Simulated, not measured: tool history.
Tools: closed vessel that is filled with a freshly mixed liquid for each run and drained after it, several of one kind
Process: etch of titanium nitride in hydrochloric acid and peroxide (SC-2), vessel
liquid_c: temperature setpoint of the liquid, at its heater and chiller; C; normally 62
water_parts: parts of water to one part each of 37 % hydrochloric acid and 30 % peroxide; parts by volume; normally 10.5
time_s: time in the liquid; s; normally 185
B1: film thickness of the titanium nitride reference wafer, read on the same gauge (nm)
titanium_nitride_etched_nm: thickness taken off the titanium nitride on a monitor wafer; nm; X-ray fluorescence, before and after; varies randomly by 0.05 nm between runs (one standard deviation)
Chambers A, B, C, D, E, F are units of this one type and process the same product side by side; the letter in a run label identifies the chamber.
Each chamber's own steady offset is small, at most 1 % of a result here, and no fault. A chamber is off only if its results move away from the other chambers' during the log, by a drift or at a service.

{"run": "1B", "hour": 4.6, "liquid_c": 62, "water_parts": 10.5, "time_s": 185, "B1": 80.019, "titanium_nitride_etched_nm": 6.9102}
{"hour": 7.5, "done": "chamber D: thermometer replaced"}
{"run": "2A", "hour": 8.7, "liquid_c": 62, "water_parts": 10.5, "time_s": 185, "B1": 79.97, "titanium_nitride_etched_nm": 7.025}
{"run": "3F", "hour": 13.3, "liquid_c": 62, "water_parts": 10.5, "time_s": 185, "B1": 80.041, "titanium_nitride_etched_nm": 6.9918}
{"run": "4C", "hour": 16.3, "liquid_c": 62, "water_parts": 10.5, "time_s": 185, "B1": 79.951, "titanium_nitride_etched_nm": 6.983}
{"run": "5E", "hour": 18.9, "liquid_c": 65, "water_parts": 10.5, "time_s": 185, "B1": 79.994, "titanium_nitride_etched_nm": 8.2997}
{"run": "6D", "hour": 22.1, "liquid_c": 65, "water_parts": 10.5, "time_s": 185, "B1": 79.982, "titanium_nitride_etched_nm": 8.3376}
{"run": "7F", "hour": 26.2, "liquid_c": 65, "water_parts": 10.5, "time_s": 185, "B1": 79.991, "titanium_nitride_etched_nm": 8.3843}
{"run": "8D", "hour": 31.1, "liquid_c": 65, "water_parts": 10.5, "time_s": 185, "B1": 80.011, "titanium_nitride_etched_nm": 8.4314}
{"run": "9A", "hour": 35.2, "liquid_c": 65, "water_parts": 10.5, "time_s": 185, "B1": 79.978, "titanium_nitride_etched_nm": 8.3772}
{"run": "10E", "hour": 40.5, "liquid_c": 65, "water_parts": 10.5, "time_s": 185, "B1": 79.981, "titanium_nitride_etched_nm": 8.2321}
{"run": "11C", "hour": 45.8, "liquid_c": 62, "water_parts": 10.5, "time_s": 185, "B1": 79.968, "titanium_nitride_etched_nm": 6.9757}
{"run": "12B", "hour": 50.6, "liquid_c": 62, "water_parts": 10.5, "time_s": 185, "B1": 80.016, "titanium_nitride_etched_nm": 7.0182}
{"run": "13E", "hour": 55.5, "liquid_c": 62, "water_parts": 10.5, "time_s": 185, "B1": 79.997, "titanium_nitride_etched_nm": 6.9262}
{"run": "14D", "hour": 60.7, "liquid_c": 62, "water_parts": 10.5, "time_s": 185, "B1": 80.037, "titanium_nitride_etched_nm": 7.0279}
{"run": "15B", "hour": 65.1, "liquid_c": 62, "water_parts": 10.5, "time_s": 185, "B1": 80.02, "titanium_nitride_etched_nm": 6.9212}
{"run": "16F", "hour": 68.7, "liquid_c": 62, "water_parts": 10.5, "time_s": 185, "B1": 79.984, "titanium_nitride_etched_nm": 6.9606}
{"run": "17C", "hour": 73.8, "liquid_c": 62, "water_parts": 10.5, "time_s": 185, "B1": 80.032, "titanium_nitride_etched_nm": 6.9985}
{"run": "18A", "hour": 78.5, "liquid_c": 62, "water_parts": 10.5, "time_s": 185, "B1": 79.98, "titanium_nitride_etched_nm": 7.0051}
{"run": "19D", "hour": 81.0, "liquid_c": 62, "water_parts": 10.5, "time_s": 185, "B1": 79.999, "titanium_nitride_etched_nm": 6.8996}
{"run": "20A", "hour": 84.8, "liquid_c": 62, "water_parts": 10.5, "time_s": 185, "B1": 80.021, "titanium_nitride_etched_nm": 6.9641}
{"hour": 87.0, "done": "chamber A: thermometer replaced"}
{"run": "21E", "hour": 90.5, "liquid_c": 62, "water_parts": 10.5, "time_s": 185, "B1": 79.988, "titanium_nitride_etched_nm": 6.7633}
{"run": "22C", "hour": 93.9, "liquid_c": 62, "water_parts": 10.5, "time_s": 185, "B1": 80.019, "titanium_nitride_etched_nm": 7.1676}
{"run": "23B", "hour": 99.4, "liquid_c": 67.5, "water_parts": 10.5, "time_s": 185, "B1": 80.012, "titanium_nitride_etched_nm": 9.7781}
{"run": "24F", "hour": 104.7, "liquid_c": 67.5, "water_parts": 10.5, "time_s": 185, "B1": 79.973, "titanium_nitride_etched_nm": 9.8465}
{"run": "25B", "hour": 108.9, "liquid_c": 67.5, "water_parts": 10.5, "time_s": 185, "B1": 79.977, "titanium_nitride_etched_nm": 9.7054}
{"run": "26E", "hour": 111.6, "liquid_c": 67.5, "water_parts": 10.5, "time_s": 185, "B1": 79.95, "titanium_nitride_etched_nm": 9.397}
{"run": "27A", "hour": 115.0, "liquid_c": 67.5, "water_parts": 10.5, "time_s": 185, "B1": 80.008, "titanium_nitride_etched_nm": 9.8195}
{"run": "28C", "hour": 118.2, "liquid_c": 67.5, "water_parts": 10.5, "time_s": 185, "B1": 79.991, "titanium_nitride_etched_nm": 9.8781}
{"run": "29F", "hour": 120.7, "liquid_c": 62, "water_parts": 10.5, "time_s": 185, "B1": 80.028, "titanium_nitride_etched_nm": 6.955}
{"run": "30D", "hour": 124.7, "liquid_c": 62, "water_parts": 10.5, "time_s": 185, "B1": 79.995, "titanium_nitride_etched_nm": 6.919}
{"hour": 125.4, "done": "chamber F: new drum of peroxide connected"}
{"run": "31F", "hour": 128.0, "liquid_c": 62, "water_parts": 10.5, "time_s": 185, "B1": 79.966, "titanium_nitride_etched_nm": 6.8909}
{"run": "32A", "hour": 131.9, "liquid_c": 62, "water_parts": 10.5, "time_s": 185, "B1": 79.995, "titanium_nitride_etched_nm": 6.8742}
{"run": "33E", "hour": 136.4, "liquid_c": 62, "water_parts": 10.5, "time_s": 185, "B1": 79.984, "titanium_nitride_etched_nm": 6.6025}
{"run": "34D", "hour": 141.0, "liquid_c": 62, "water_parts": 10.5, "time_s": 185, "B1": 79.964, "titanium_nitride_etched_nm": 7.0668}
{"run": "35B", "hour": 146.2, "liquid_c": 62, "water_parts": 10.5, "time_s": 185, "B1": 80.014, "titanium_nitride_etched_nm": 7.0418}
{"run": "36C", "hour": 150.2, "liquid_c": 62, "water_parts": 10.5, "time_s": 185, "B1": 80.024, "titanium_nitride_etched_nm": 7.0567}
{"run": "37C", "hour": 155.2, "liquid_c": 62, "water_parts": 10.5, "time_s": 185, "B1": 79.959, "titanium_nitride_etched_nm": 7.0097}
{"run": "38B", "hour": 160.9, "liquid_c": 62, "water_parts": 10.5, "time_s": 185, "B1": 80.034, "titanium_nitride_etched_nm": 6.9699}

All 6 chambers run these settings next. Forecast each chamber's results:
{"run": "39A", "hour": 165.1, "liquid_c": 62, "water_parts": 10.5, "time_s": 185, "titanium_nitride_etched_nm": "?"}
{"run": "39B", "hour": 165.1, "liquid_c": 62, "water_parts": 10.5, "time_s": 185, "titanium_nitride_etched_nm": "?"}
{"run": "39C", "hour": 165.1, "liquid_c": 62, "water_parts": 10.5, "time_s": 185, "titanium_nitride_etched_nm": "?"}
{"run": "39D", "hour": 165.1, "liquid_c": 62, "water_parts": 10.5, "time_s": 185, "titanium_nitride_etched_nm": "?"}
{"run": "39E", "hour": 165.1, "liquid_c": 62, "water_parts": 10.5, "time_s": 185, "titanium_nitride_etched_nm": "?"}
{"run": "39F", "hour": 165.1, "liquid_c": 62, "water_parts": 10.5, "time_s": 185, "titanium_nitride_etched_nm": "?"}

run=39A titanium_nitride_etched_nm=6.9525
run=39B titanium_nitride_etched_nm=6.9316
run=39C titanium_nitride_etched_nm=7.0322
run=39D titanium_nitride_etched_nm=6.9563
run=39E titanium_nitride_etched_nm=6.6273
run=39F titanium_nitride_etched_nm=6.9808
